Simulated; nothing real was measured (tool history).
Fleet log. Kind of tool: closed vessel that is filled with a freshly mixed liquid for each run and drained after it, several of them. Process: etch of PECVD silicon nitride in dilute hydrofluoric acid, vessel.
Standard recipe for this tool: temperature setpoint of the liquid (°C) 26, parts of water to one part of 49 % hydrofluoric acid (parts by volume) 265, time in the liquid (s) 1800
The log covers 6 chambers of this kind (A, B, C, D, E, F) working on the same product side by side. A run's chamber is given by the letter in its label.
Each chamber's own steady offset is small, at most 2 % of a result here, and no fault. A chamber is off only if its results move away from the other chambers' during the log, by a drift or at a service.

| run | day | temperature setpoint of the liquid (°C) | parts of water to one part of 49 % hydrofluoric acid (parts by volume) | time in the liquid (s) | hours since the thermometer was replaced | hours since the hydrofluoric acid flow meter was replaced | read-back film thickness of the PECVD silicon nitride reference wafer, read on the same gauge (nm) | thickness taken off the PECVD silicon nitride on a monitor wafer (Å) |
|---|---|---|---|---|---|---|---|---|
| 1E | 0.454 | 26 | 265 | 1800 | 411.4 | 381.1 | 150 | 210.51 |
| 2F | 0.671 | 26 | 265 | 1800 | 2551.4 | 1069.1 | 149.98 | 209.49 |
| 3C | 0.988 | 26 | 265 | 1800 | 40.4 | 36.1 | 150 | 216.99 |
| 4B | 1.262 | 26 | 265 | 1800 | 662.6 | 173.7 | 150.02 | 215.47 |
|  | 1.421 | chamber F: thermometer replaced |
| 5A | 1.633 | 26 | 265 | 1800 | 536.3 | 512.9 | 149.98 | 219.99 |
| 6D | 1.929 | 26 | 265 | 1800 | 450.3 | 808.4 | 149.99 | 212 |
| 7C | 2.258 | 26 | 265 | 1800 | 70.9 | 66.6 | 149.99 | 214.89 |
| 8D | 2.65 | 26 | 265 | 1800 | 467.6 | 825.7 | 149.98 | 208.84 |
| 9B | 2.871 | 26 | 265 | 1800 | 701.2 | 212.3 | 149.99 | 218.17 |
| 10F | 3.158 | 26 | 265 | 1800 | 41.7 | 1128.8 | 150.02 | 208.52 |
| 11E | 3.471 | 26 | 265 | 1800 | 483.8 | 453.5 | 150.01 | 216.07 |
| 12A | 3.775 | 26 | 265 | 1800 | 587.7 | 564.3 | 149.99 | 217.59 |
|  | 3.971 | chamber D: thermometer replaced |
| 13C | 4.1 | 26 | 265 | 1085 | 115.1 | 110.8 | 149.99 | 131.05 |
| 14F | 4.45 | 26 | 265 | 1085 | 72.7 | 1159.8 | 150.01 | 127.12 |
| 15D | 4.75 | 26 | 265 | 1085 | 18.8 | 876.1 | 149.99 | 127.14 |
| 16A | 5.033 | 26 | 265 | 1085 | 617.9 | 594.5 | 149.98 | 132.25 |
| 17B | 5.483 | 26 | 265 | 1085 | 763.9 | 275 | 150.02 | 126 |
| 18E | 5.746 | 26 | 265 | 1085 | 538.4 | 508.1 | 149.99 | 128.14 |
| 19A | 6.062 | 23.5 | 265 | 1465 | 642.6 | 619.2 | 149.98 | 149.32 |
| 20F | 6.392 | 23.5 | 265 | 1465 | 119.3 | 1206.4 | 150.01 | 145.39 |
| 21E | 6.654 | 23.5 | 265 | 1465 | 560.2 | 529.9 | 150.02 | 147.89 |
|  | 6.725 | chamber E: hydrofluoric acid flow meter replaced |
| 22D | 7.092 | 23.5 | 265 | 1465 | 75 | 932.3 | 149.99 | 146.33 |
| 23B | 7.338 | 23.5 | 265 | 1465 | 808.4 | 319.5 | 150 | 147.29 |
| 24C | 7.771 | 23.5 | 265 | 1465 | 203.2 | 198.9 | 150.01 | 153.93 |
| 25C | 8.062 | 26 | 265 | 1800 | 210.2 | 205.9 | 150.02 | 214.86 |
| 26F | 8.483 | 22 | 265 | 1800 | 169.5 | 1256.6 | 150.01 | 164.56 |
| 27A | 8.796 | 22 | 265 | 1800 | 708.2 | 684.8 | 150.02 | 170.11 |
| 28D | 9.038 | 22 | 265 | 1800 | 121.7 | 979 | 149.99 | 163.15 |
| 29B | 9.325 | 22 | 265 | 1800 | 856.1 | 367.2 | 150 | 162.62 |
| 30E | 9.6 | 22 | 265 | 1800 | 630.9 | 69.1 | 150.02 | 165.44 |
| 31C | 9.983 | 22 | 265 | 1800 | 256.3 | 252 | 150 | 169.83 |
| 32B | 10.312 | 26 | 265 | 1800 | 879.8 | 390.9 | 150 | 204.01 |
| 33E | 10.704 | 26 | 265 | 1800 | 657.4 | 95.6 | 150.01 | 212.78 |
| 34A | 10.938 | 26 | 265 | 1800 | 759.6 | 736.2 | 150.01 | 218.42 |
| 35F | 11.346 | 26 | 265 | 1800 | 238.2 | 1325.3 | 150.01 | 208.35 |
| 36D | 11.717 | 26 | 340 | 2750 | 186 | 1043.3 | 149.99 | 250.1 |
| 37C | 12.083 | 26 | 340 | 2750 | 306.7 | 302.4 | 150 | 260.57 |

Is one chamber out of step, is the gauge drifting, or do the chambers differ by no more than their own small offsets? For an off chamber, give its letter and the likeliest cause.

One chamber, B, drifts off from the rest bit by bit.
What lies behind it: hydrofluoric acid flow below the setpoint (%) = 6.72.
The log may not separate it from: liquid colder than its thermometer reads (K).

Chamber B could run next with any of the 4 candidate recipes listed below; each alters the usual settings, and their results appear as question marks. Which one brings its results back in line with what the other chambers deliver on the usual settings?
Allowed miss from the other chambers' usual-settings mean, per result, to count as in line: thickness taken off the PECVD silicon nitride on a monitor wafer (Å) 5.9
| 38B-1 | 12.429 | 26 | 265 | 1820 |  |  |  | ? |
| 38B-2 | 12.429 | 27 | 265 | 1800 |  |  |  | ? |
| 38B-3 | 12.429 | 26 | 265 | 1785 |  |  |  | ? |
| 38B-4 | 12.429 | 26 | 270 | 1730 |  |  |  | ? |

Average result of the remaining chambers running the usual settings: thickness taken off the PECVD silicon nitride on a monitor wafer (Å) 213.51
| run | thickness taken off the PECVD silicon nitride on a monitor wafer (Å) |
|---|---|
| 38B-1 | 202.46 |
| 38B-2 | 212.32 |
| 38B-3 | 198.57 |
| 38B-4 | 188.88 |
38B-2 puts the chamber back in line with the other chambers.
